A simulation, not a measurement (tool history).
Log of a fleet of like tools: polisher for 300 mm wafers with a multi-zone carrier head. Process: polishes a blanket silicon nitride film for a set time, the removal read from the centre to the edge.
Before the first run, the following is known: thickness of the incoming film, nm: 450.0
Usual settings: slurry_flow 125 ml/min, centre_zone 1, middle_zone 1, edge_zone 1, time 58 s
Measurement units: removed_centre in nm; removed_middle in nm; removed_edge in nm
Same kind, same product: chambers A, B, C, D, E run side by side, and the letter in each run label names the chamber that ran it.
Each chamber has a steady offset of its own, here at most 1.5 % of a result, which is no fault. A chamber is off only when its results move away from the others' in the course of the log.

Run 1B, day 0.45: usual settings. Result: removed_centre 86.967 nm, removed_middle 87.165 nm, removed_edge 86.124 nm.
Run 2A, day 0.712: usual settings. Result: removed_centre 84.596 nm, removed_middle 85.738 nm, removed_edge 86.16 nm.
Run 3D, day 1.067: usual settings. Result: removed_centre 85.489 nm, removed_middle 86.023 nm, removed_edge 87.563 nm.
Run 4E, day 1.321: usual settings. Result: removed_centre 86.838 nm, removed_middle 87.922 nm, removed_edge 86.921 nm.
Run 5C, day 1.642: usual settings. Result: removed_centre 84.889 nm, removed_middle 89.043 nm, removed_edge 86.691 nm.
At day 1.975: chamber C: worn pad replaced by a new one.
Run 6C, day 1.983: usual settings. Result: removed_centre 85.143 nm, removed_middle 86.579 nm, removed_edge 86.447 nm.
Run 7D, day 2.204: usual settings. Result: removed_centre 87.383 nm, removed_middle 85.964 nm, removed_edge 87.306 nm.
At day 2.462: chamber E: worn pad replaced by a new one.
Run 8E, day 2.612: usual settings but slurry_flow 150 ml/min, time 42 s. Result: removed_centre 63.984 nm, removed_middle 65.854 nm, removed_edge 63.602 nm.
Run 9B, day 2.862: usual settings but slurry_flow 150 ml/min, time 42 s. Result: removed_centre 66.591 nm, removed_middle 62.928 nm, removed_edge 64.413 nm.
At day 2.867: chamber B: slurry nozzle cleaned.
At day 2.967: chamber D: edge zone pressure recalibrated.
Run 10A, day 3.283: usual settings but slurry_flow 150 ml/min, time 42 s. Result: removed_centre 65.873 nm, removed_middle 63.996 nm, removed_edge 63.459 nm.
Run 11A, day 3.571: usual settings but slurry_flow 150 ml/min, time 42 s. Result: removed_centre 64.821 nm, removed_middle 64.945 nm, removed_edge 63.305 nm.
At day 3.579: chamber C: slurry nozzle cleaned.
Run 12E, day 3.792: usual settings but slurry_flow 150 ml/min, time 42 s. Result: removed_centre 66.523 nm, removed_middle 63.719 nm, removed_edge 64.168 nm.
Run 13B, day 4.179: usual settings. Result: removed_centre 84.789 nm, removed_middle 85.478 nm, removed_edge 86.064 nm.
Run 14C, day 4.542: usual settings. Result: removed_centre 84.332 nm, removed_middle 85.547 nm, removed_edge 86.567 nm.
Run 15D, day 4.975: usual settings. Result: removed_centre 88.451 nm, removed_middle 85.317 nm, removed_edge 88.239 nm.
At day 5.029: chamber E: slurry nozzle cleaned.
Run 16C, day 5.396: usual settings but slurry_flow 95 ml/min, centre_zone 0.89. Result: removed_centre 68.221 nm, removed_middle 81.262 nm, removed_edge 81.603 nm.
At day 5.467: chamber A: worn pad replaced by a new one.
Run 17E, day 5.8: usual settings but slurry_flow 95 ml/min, centre_zone 0.89. Result: removed_centre 68.307 nm, removed_middle 80.888 nm, removed_edge 81.913 nm.
At day 5.883: chamber C: worn pad replaced by a new one.
Run 18A, day 6.254: usual settings but slurry_flow 95 ml/min, centre_zone 0.89. Result: removed_centre 69.102 nm, removed_middle 80.694 nm, removed_edge 82.236 nm.
Run 19B, day 6.521: usual settings but slurry_flow 95 ml/min, centre_zone 0.89. Result: removed_centre 69.564 nm, removed_middle 80.6 nm, removed_edge 82.68 nm.
Run 20D, day 6.883: usual settings but slurry_flow 95 ml/min, centre_zone 0.89. Result: removed_centre 66.959 nm, removed_middle 79.324 nm, removed_edge 84.117 nm.
At day 7.125: chamber B: worn pad replaced by a new one.
Run 21E, day 7.225: usual settings. Result: removed_centre 84.564 nm, removed_middle 85.262 nm, removed_edge 84.56 nm.
Run 22C, day 7.558: usual settings. Result: removed_centre 82.381 nm, removed_middle 86.665 nm, removed_edge 86.363 nm.
Run 23A, day 7.904: usual settings. Result: removed_centre 86.625 nm, removed_middle 85.849 nm, removed_edge 85.828 nm.
Run 24D, day 8.146: usual settings but middle_zone 1.04, time 42 s. Result: removed_centre 62.055 nm, removed_middle 62.391 nm, removed_edge 63.164 nm.
Run 25B, day 8.404: usual settings but middle_zone 1.04, time 42 s. Result: removed_centre 63.398 nm, removed_middle 63.942 nm, removed_edge 62.329 nm.
Run 26C, day 8.817: usual settings but middle_zone 1.04, time 42 s. Result: removed_centre 61.079 nm, removed_middle 65.22 nm, removed_edge 62.104 nm.
Run 27B, day 9.146: usual settings but middle_zone 1.04, time 42 s. Result: removed_centre 63.918 nm, removed_middle 63.828 nm, removed_edge 62.299 nm.
Run 28E, day 9.433: usual settings but middle_zone 1.04, time 42 s. Result: removed_centre 63.96 nm, removed_middle 66.315 nm, removed_edge 62.532 nm.
Run 29A, day 9.862: usual settings but centre_zone 0.89, time 66 s. Result: removed_centre 86.512 nm, removed_middle 98.055 nm, removed_edge 97.079 nm.
At day 10.058: chamber C: worn pad replaced by a new one.
Run 30D, day 10.2: usual settings but centre_zone 0.89, time 66 s. Result: removed_centre 84.513 nm, removed_middle 98.783 nm, removed_edge 97.708 nm.
At day 10.296: chamber C: edge zone pressure recalibrated.
At day 10.3: chamber D: centre zone pressure recalibrated.
Run 31D, day 10.417: usual settings but centre_zone 0.89, time 66 s. Result: removed_centre 88.119 nm, removed_middle 96.78 nm, removed_edge 98.157 nm.
At day 10.579: chamber D: worn pad replaced by a new one.
Run 32B, day 10.758: usual settings but centre_zone 0.89, time 66 s. Result: removed_centre 86.776 nm, removed_middle 99.057 nm, removed_edge 97.518 nm.
Run 33C, day 11.225: usual settings but centre_zone 0.89, time 66 s. Result: removed_centre 84.346 nm, removed_middle 100.57 nm, removed_edge 98.568 nm.
At day 11.529: chamber A: slurry nozzle cleaned.
Run 34E, day 11.679: usual settings. Result: removed_centre 86.348 nm, removed_middle 84.477 nm, removed_edge 86.62 nm.
Run 35A, day 11.996: usual settings. Result: removed_centre 87.214 nm, removed_middle 85.951 nm, removed_edge 84.916 nm.
Run 36B, day 12.254: usual settings. Result: removed_centre 84.679 nm, removed_middle 86.391 nm, removed_edge 86.621 nm.
Run 37D, day 12.596: usual settings. Result: removed_centre 82.661 nm, removed_middle 85.54 nm, removed_edge 87.038 nm.

Does one chamber stand apart from the rest, does the shared gauge drift, or is all well apart from small per-chamber offsets? Give the chamber and the most likely cause, where there is one.

No chamber is off and the gauge is stable; the differences are just each chamber's small, constant offset.

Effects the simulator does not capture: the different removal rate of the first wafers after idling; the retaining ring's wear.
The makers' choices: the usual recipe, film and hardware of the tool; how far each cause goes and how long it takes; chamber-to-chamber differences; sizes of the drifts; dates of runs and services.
